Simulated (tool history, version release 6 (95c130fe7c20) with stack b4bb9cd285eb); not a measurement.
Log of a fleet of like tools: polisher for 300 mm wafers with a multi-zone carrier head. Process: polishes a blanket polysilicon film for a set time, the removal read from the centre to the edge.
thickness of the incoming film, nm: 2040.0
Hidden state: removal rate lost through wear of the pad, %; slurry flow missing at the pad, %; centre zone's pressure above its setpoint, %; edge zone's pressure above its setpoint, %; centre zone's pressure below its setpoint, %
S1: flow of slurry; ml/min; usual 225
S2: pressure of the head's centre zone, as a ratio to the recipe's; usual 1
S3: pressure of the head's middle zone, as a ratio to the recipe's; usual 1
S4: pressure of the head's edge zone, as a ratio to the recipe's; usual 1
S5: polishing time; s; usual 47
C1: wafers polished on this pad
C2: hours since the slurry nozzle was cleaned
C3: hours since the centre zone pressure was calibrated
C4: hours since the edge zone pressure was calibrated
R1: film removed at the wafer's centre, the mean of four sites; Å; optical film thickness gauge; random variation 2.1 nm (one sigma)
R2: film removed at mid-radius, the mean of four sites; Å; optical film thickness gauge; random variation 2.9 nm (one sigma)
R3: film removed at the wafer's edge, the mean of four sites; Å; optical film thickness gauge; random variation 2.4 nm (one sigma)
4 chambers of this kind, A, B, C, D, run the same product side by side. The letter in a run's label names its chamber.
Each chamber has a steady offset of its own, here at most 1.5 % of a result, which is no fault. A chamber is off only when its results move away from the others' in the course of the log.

Run 1D, hour 3.1: usual settings; C1 766; C2 552.8; C3 681.5; C4 462.1. Result: R1 2101.7 Å, R2 2163.2 Å, R3 2128.4 Å.
At hour 4.7: chamber D: worn pad replaced by a new one.
Run 2C, hour 5.4: usual settings; C1 777; C2 459; C3 480.4; C4 23.9. Result: R1 2176.5 Å, R2 2079.6 Å, R3 2097.3 Å.
Run 3B, hour 8.9: usual settings; C1 1127; C2 142; C3 1043.5; C4 273.7. Result: R1 2129.9 Å, R2 2165.5 Å, R3 2138.4 Å.
Run 4A, hour 12.9: usual settings; C1 410; C2 122; C3 155.3; C4 43.1. Result: R1 2102.4 Å, R2 2093.7 Å, R3 2104.6 Å.
At hour 13.8: chamber B: worn pad replaced by a new one.
Run 5B, hour 17.3: usual settings; C1 24; C2 150.4; C3 1051.9; C4 282.1. Result: R1 2098.6 Å, R2 2179.9 Å, R3 2118.3 Å.
Run 6C, hour 20.3: usual settings; C1 881; C2 473.9; C3 495.3; C4 38.8. Result: R1 2126.8 Å, R2 2048.6 Å, R3 2076 Å.
Run 7D, hour 22.7: usual settings but S1 280 ml/min; C1 125; C2 572.4; C3 701.1; C4 481.7. Result: R1 2194 Å, R2 2183.6 Å, R3 2158.9 Å.
Run 8A, hour 25.8: usual settings but S1 280 ml/min; C1 500; C2 134.9; C3 168.2; C4 56. Result: R1 2203.2 Å, R2 2138.4 Å, R3 2151.3 Å.
Run 9B, hour 29.9: usual settings but S1 280 ml/min; C1 112; C2 163; C3 1064.5; C4 294.7. Result: R1 2203 Å, R2 2196.3 Å, R3 2150.9 Å.
At hour 32.4: chamber D: slurry nozzle cleaned.
Run 10A, hour 33.6: usual settings but S1 280 ml/min; C1 554; C2 142.7; C3 176; C4 63.8. Result: R1 2182.5 Å, R2 2181.2 Å, R3 2172.6 Å.
Run 11C, hour 37.2: usual settings; C1 999; C2 490.8; C3 512.2; C4 55.7. Result: R1 2158 Å, R2 2041.6 Å, R3 2088.4 Å.
Run 12D, hour 39.7: usual settings; C1 244; C2 7.3; C3 718.1; C4 498.7. Result: R1 2109 Å, R2 2122.9 Å, R3 2149.1 Å.
Run 13C, hour 43.3: usual settings; C1 1041; C2 496.9; C3 518.3; C4 61.8. Result: R1 2146.7 Å, R2 2152 Å, R3 2096.4 Å.
Run 14B, hour 45.5: usual settings; C1 220; C2 178.6; C3 1080.1; C4 310.3. Result: R1 2111 Å, R2 2161.6 Å, R3 2106.6 Å.
Run 15A, hour 49.7: usual settings; C1 666; C2 158.8; C3 192.1; C4 79.9. Result: R1 2080.6 Å, R2 2082.8 Å, R3 2078.1 Å.
Run 16D, hour 54.1: usual settings; C1 344; C2 21.7; C3 732.5; C4 513.1. Result: R1 2121.9 Å, R2 2131.9 Å, R3 2070 Å.
At hour 55: chamber B: centre zone pressure recalibrated.
At hour 55.2: chamber A: worn pad replaced by a new one.
Run 17B, hour 58: usual settings; C1 308; C2 191.1; C3 3; C4 322.8. Result: R1 2107.2 Å, R2 2116.9 Å, R3 2091.6 Å.
Run 18C, hour 61: usual settings; C1 1165; C2 514.6; C3 536; C4 79.5. Result: R1 2059.5 Å, R2 2044.3 Å, R3 2081.1 Å.
Run 19D, hour 64.2: usual settings; C1 414; C2 31.8; C3 742.6; C4 523.2. Result: R1 2130.7 Å, R2 2127.9 Å, R3 2147 Å.
Run 20A, hour 66.1: usual settings; C1 76; C2 175.2; C3 208.5; C4 96.3. Result: R1 2116 Å, R2 2064.3 Å, R3 2099.4 Å.
Run 21D, hour 69.3: usual settings; C1 450; C2 36.9; C3 747.7; C4 528.3. Result: R1 2124.3 Å, R2 2114.8 Å, R3 2118.1 Å.
Run 22B, hour 72.5: usual settings; C1 409; C2 205.6; C3 17.5; C4 337.3. Result: R1 2084.9 Å, R2 2107.4 Å, R3 2144.2 Å.
Run 23C, hour 76.5: usual settings; C1 1273; C2 530.1; C3 551.5; C4 95. Result: R1 2121.8 Å, R2 2118.1 Å, R3 2081.8 Å.
Run 24A, hour 80.9: usual settings; C1 179; C2 190; C3 223.3; C4 111.1. Result: R1 2118.6 Å, R2 2099.3 Å, R3 2114.6 Å.
Run 25B, hour 85.2: usual settings; C1 497; C2 218.3; C3 30.2; C4 350. Result: R1 2131.4 Å, R2 2132.9 Å, R3 2110.1 Å.
Run 26C, hour 88.8: usual settings; C1 1358; C2 542.4; C3 563.8; C4 107.3. Result: R1 2035.3 Å, R2 2033 Å, R3 2103 Å.
At hour 90.3: chamber D: edge zone pressure recalibrated.
Run 27D, hour 91.8: usual settings; C1 607; C2 59.4; C3 770.2; C4 1.5. Result: R1 2115.4 Å, R2 2077.5 Å, R3 2126 Å.
Run 28A, hour 95: usual settings; C1 277; C2 204.1; C3 237.4; C4 125.2. Result: R1 2139.5 Å, R2 2119.9 Å, R3 2065.5 Å.
Run 29C, hour 97.6: usual settings; C1 1420; C2 551.2; C3 572.6; C4 116.1. Result: R1 2038.8 Å, R2 2023.9 Å, R3 2020.1 Å.
Run 30B, hour 101.9: usual settings; C1 613; C2 235; C3 46.9; C4 366.7. Result: R1 2130.7 Å, R2 2165.3 Å, R3 2091 Å.
Run 31D, hour 105.3: usual settings; C1 701; C2 72.9; C3 783.7; C4 15. Result: R1 2118.1 Å, R2 2138.2 Å, R3 2133.5 Å.
Run 32A, hour 109.3: usual settings; C1 377; C2 218.4; C3 251.7; C4 139.5. Result: R1 2072.7 Å, R2 2110.9 Å, R3 2064.2 Å.
Run 33C, hour 113.3: usual settings but S3 1.07, S5 53 s; C1 1529; C2 566.9; C3 588.3; C4 131.8. Result: R1 2270.3 Å, R2 2387.4 Å, R3 2291.8 Å.
Run 34D, hour 115.6: usual settings but S3 1.07, S5 53 s; C1 773; C2 83.2; C3 794; C4 25.3. Result: R1 2378.1 Å, R2 2571.7 Å, R3 2403.6 Å.
Run 35B, hour 117.9: usual settings but S3 1.07, S5 53 s; C1 725; C2 251; C3 62.9; C4 382.7. Result: R1 2425.3 Å, R2 2529.5 Å, R3 2355.8 Å.
Run 36A, hour 120.2: usual settings but S3 1.07, S5 53 s; C1 453; C2 229.3; C3 262.6; C4 150.4. Result: R1 2413.2 Å, R2 2562.7 Å, R3 2359.2 Å.
At hour 123.8: chamber C: worn pad replaced by a new one.
Run 37C, hour 123.9: usual settings; C1 1; C2 577.5; C3 598.9; C4 142.4. Result: R1 1976.5 Å, R2 2011.8 Å, R3 2000.4 Å.
At hour 125.2: chamber D: worn pad replaced by a new one.
Run 38A, hour 127: usual settings; C1 500; C2 236.1; C3 269.4; C4 157.2. Result: R1 2131.2 Å, R2 2109.5 Å, R3 2093.5 Å.
Run 39D, hour 130.1: usual settings; C1 34; C2 97.7; C3 808.5; C4 39.8. Result: R1 2119.7 Å, R2 2105.3 Å, R3 2093.5 Å.
Run 40B, hour 133.6: usual settings; C1 834; C2 266.7; C3 78.6; C4 398.4. Result: R1 2156.7 Å, R2 2122.9 Å, R3 2114.1 Å.
Run 41D, hour 137.6: usual settings but S2 0.96, S4 1.04; C1 86; C2 105.2; C3 816; C4 47.3. Result: R1 1971.3 Å, R2 2094.2 Å, R3 2163.1 Å.
Run 42A, hour 141.8: usual settings but S2 0.96, S4 1.04; C1 604; C2 250.9; C3 284.2; C4 172. Result: R1 2038.9 Å, R2 2087.5 Å, R3 2131.5 Å.

Is one chamber off against the others, does the gauge drift, or is nothing wrong? If a chamber is off, say which, and what the likeliest cause is.

Chamber C drifts away from the others.
Cause: slurry flow missing at the pad, % = 39.9.

Here are 4 candidates for chamber C's next run, each the usual settings with a change, their results left as question marks. Which one brings its results back in line with what the others give on the usual settings?
In line means no further than this from the other chambers' mean on the usual settings: R1 73 Å; R2 100 Å; R3 83 Å
Run 43C-1, hour 145: usual settings but S1 220 ml/min, S2 0.99, S3 0.98, S4 1.01, S5 44 s. Result: R1 ?, R2 ?, R3 ?.
Run 43C-2, hour 145: usual settings but S3 1.01, S5 48 s. Result: R1 ?, R2 ?, R3 ?.
Run 43C-3, hour 145: usual settings but S1 230 ml/min, S2 1.01, S3 1.02, S4 0.99, S5 50 s. Result: R1 ?, R2 ?, R3 ?.
Run 43C-4, hour 145: usual settings but S3 0.99, S5 46 s. Result: R1 ?, R2 ?, R3 ?.

The other chambers' mean on the usual settings: R1 2117.7 Å; R2 2119.9 Å; R3 2110.6 Å
  run      R1      R2      R3
43C-1  1786.3  1759.4  1853.3
43C-2  1981.2  1983.4    2017
43C-3  2097.1  2094.5  2096.4
43C-4  1898.4  1865.7  1933.6
43C-3 brings the chamber back in line.
